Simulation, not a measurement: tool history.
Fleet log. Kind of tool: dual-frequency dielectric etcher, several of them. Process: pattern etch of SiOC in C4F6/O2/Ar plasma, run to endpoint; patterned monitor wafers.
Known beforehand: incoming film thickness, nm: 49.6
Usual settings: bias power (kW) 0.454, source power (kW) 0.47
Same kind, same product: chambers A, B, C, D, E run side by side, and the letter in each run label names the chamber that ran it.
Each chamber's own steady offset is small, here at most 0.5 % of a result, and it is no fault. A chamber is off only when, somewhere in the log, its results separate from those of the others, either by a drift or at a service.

run,hour,bias power (kW),source power (kW),endpoint time (s)
1B,7.9,0.454,0.47,16.315
2A,18.4,0.454,0.47,16.443
3C,25.8,0.454,0.47,16.227
4D,31.7,0.454,0.47,16.386
5E,39,0.454,0.47,16.505
6D,45.2,0.454,0.54,15.573
7A,50.7,0.454,0.54,15.594
8C,55.6,0.454,0.54,15.33
9B,64,0.454,0.54,15.615
10E,68.9,0.454,0.54,15.533
11D,73.6,0.454,0.47,16.304
# hour 74.9: chamber E: bias power generator calibrated
12B,82.7,0.454,0.47,16.382
13C,87.8,0.454,0.47,16.289
14A,97.5,0.454,0.47,16.433
15E,107.1,0.454,0.47,16.389
16B,114.3,0.454,0.47,16.477
17A,123.9,0.454,0.47,16.459
18C,130.5,0.454,0.47,16.373
19D,137,0.398,0.57,16.033
# hour 139.8: chamber C: wet clean of the chamber
20E,143.1,0.398,0.57,16.002
21E,151.2,0.398,0.57,15.995
22B,156.9,0.398,0.57,15.973
23D,161.9,0.398,0.57,15.921
24A,172,0.454,0.47,16.368
25C,181.3,0.454,0.47,15.641
# hour 182.9: chamber D: wet clean of the chamber
26B,187.5,0.454,0.47,16.415
27C,196.1,0.454,0.47,15.567
28E,204.1,0.454,0.51,15.83
29D,213,0.454,0.51,15.98
30A,218.4,0.454,0.51,15.769
31C,223.9,0.454,0.51,15.241
32E,229.2,0.454,0.51,15.833
33A,234.6,0.454,0.47,16.406
34D,239.2,0.454,0.47,16.384
35B,244.4,0.345,0.37,19.674
36C,254.9,0.345,0.37,18.795
37A,260.6,0.345,0.37,19.832
# hour 264.7: chamber B: wet clean of the chamber
38E,266.5,0.345,0.37,19.768
39B,272.4,0.345,0.37,19.763
40D,280.4,0.454,0.47,16.343
41D,288.5,0.454,0.47,16.298

For the next run the whole fleet of 5 chambers uses the same settings. Give each chamber's results:
42A,296.1,0.454,0.47,?
42B,296.1,0.454,0.47,?
42C,296.1,0.454,0.47,?
42D,296.1,0.454,0.47,?
42E,296.1,0.454,0.47,?

run,endpoint time (s)
42A,16.48
42B,16.408
42C,15.663
42D,16.428
42E,16.396
